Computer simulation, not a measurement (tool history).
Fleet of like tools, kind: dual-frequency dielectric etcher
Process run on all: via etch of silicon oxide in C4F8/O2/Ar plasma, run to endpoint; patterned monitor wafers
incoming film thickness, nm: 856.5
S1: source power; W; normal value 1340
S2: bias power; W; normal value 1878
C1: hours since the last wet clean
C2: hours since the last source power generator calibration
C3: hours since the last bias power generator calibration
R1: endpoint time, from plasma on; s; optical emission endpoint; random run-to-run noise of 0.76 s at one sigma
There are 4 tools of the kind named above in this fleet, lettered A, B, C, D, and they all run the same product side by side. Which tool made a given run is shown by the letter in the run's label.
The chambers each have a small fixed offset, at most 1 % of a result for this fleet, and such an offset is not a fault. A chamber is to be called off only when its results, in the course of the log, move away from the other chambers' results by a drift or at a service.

run     day    S1    S2     C1      C2      C3      R1
 1C    0.35  1340  1878  365.9  1341.2   800.6  202.98
 2B     0.7  1340  1878    371  3167.1  1802.2  203.48
 3D   1.171  1340  1878  407.5   339.3   768.8  200.08
 4A   1.638  1340  1878  446.6   790.2  1501.7  200.41
 5A   2.196  1600  1696    460   803.6  1515.1  191.86
 6C   2.654  1600  1696  421.2  1396.5   855.9  194.37
      3.008  -- chamber B: bias power generator calibrated
 7D   3.129  1600  1696  454.5   386.3   815.8  191.51
 8B   3.725  1600  1696  443.6  3239.7    17.2  195.15
        3.9  -- chamber D: wet clean of the chamber
 9C   4.171  1340  1878  457.6  1432.9   892.3  203.17
        4.5  -- chamber A: wet clean of the chamber
10D   4.779  1340  1878   21.1   425.9   855.4  199.43
11B     5.3  1340  1878  481.4  3277.5      55  202.41
12A   5.671  1340  1878   28.1     887  1598.5  198.78
      5.962  -- chamber C: wet clean of the chamber
13B   6.004  1340  1878  498.3  3294.4    71.9  203.32
14D   6.596  1630  1878   64.7   469.5     899  185.79
15C   7.188  1630  1878   29.4  1505.3   964.7  186.74
16A    7.55  1630  1878   73.2   932.1  1643.6  185.14
17C   8.046  1630  1878     50  1525.9   985.3  187.93
      8.292  -- chamber B: wet clean of the chamber
18B   8.488  1340  1878    4.7    3354   131.5  202.14
      8.717  -- chamber A: bias power generator calibrated
19A   8.958  1340  1878    107   965.9     5.8  200.81
20D   9.638  1340  1878  137.7   542.5     972  200.19
21B   10.05  1340  1878   42.2  3391.5     169  203.87
22C  10.633  1340  1878  112.1    1588  1047.4  203.11
23A  11.242  1340  1878  161.8  1020.7    60.6  201.45
24D    11.9  1340  1878    192   596.8  1026.3  201.71
25C  12.462  1340  1878    156  1631.9  1091.3  202.63
26A  13.079  1220  1878  205.9  1064.8   104.7  207.77
27D  13.442  1220  1878    229   633.8  1063.3  210.24
28B  13.792  1220  1878    132  3481.3   258.8  210.02
29A  14.283  1220  1878  234.8  1093.7   133.6  207.26
30C  14.842  1340  1878  213.1    1689  1148.4  202.63
31B  15.192  1190  1878  165.6  3514.9   292.4  212.96
32D  15.533  1190  1878  279.2     684  1113.5  210.63
33A  16.154  1190  1878  279.7  1138.6   178.5  210.37
34D  16.583  1190  1878  304.4   709.2  1138.7  210.51
35B  16.892  1340  1878  206.4  3555.7   333.2  204.09
36C  17.471  1340  1878  276.2  1752.1  1211.5  203.61
37D  17.921  1340  1878  336.5   741.3  1170.8   201.1
38A  18.371  1340  1878  332.9  1191.8   231.7  200.53
39C  18.858  1340  1878  309.5  1785.4  1244.8  203.88
40B  19.158  1340  1878  260.8  3610.1   387.6  205.01
41B  19.754  1480  2062  275.1  3624.4   401.9  189.84
42D  20.233  1480  2062    392   796.8  1226.3  187.98
43C  20.633  1480  2062  352.1    1828  1287.4  190.07

All chambers now run identical settings, listed one chamber a line with results as question marks. What results will each chamber show?
44A  21.125  1540  1878               ?
44B  21.125  1540  1878               ?
44C  21.125  1540  1878               ?
44D  21.125  1540  1878               ?

run      R1
44A  189.93
44B  191.79
44C  191.59
44D  189.23
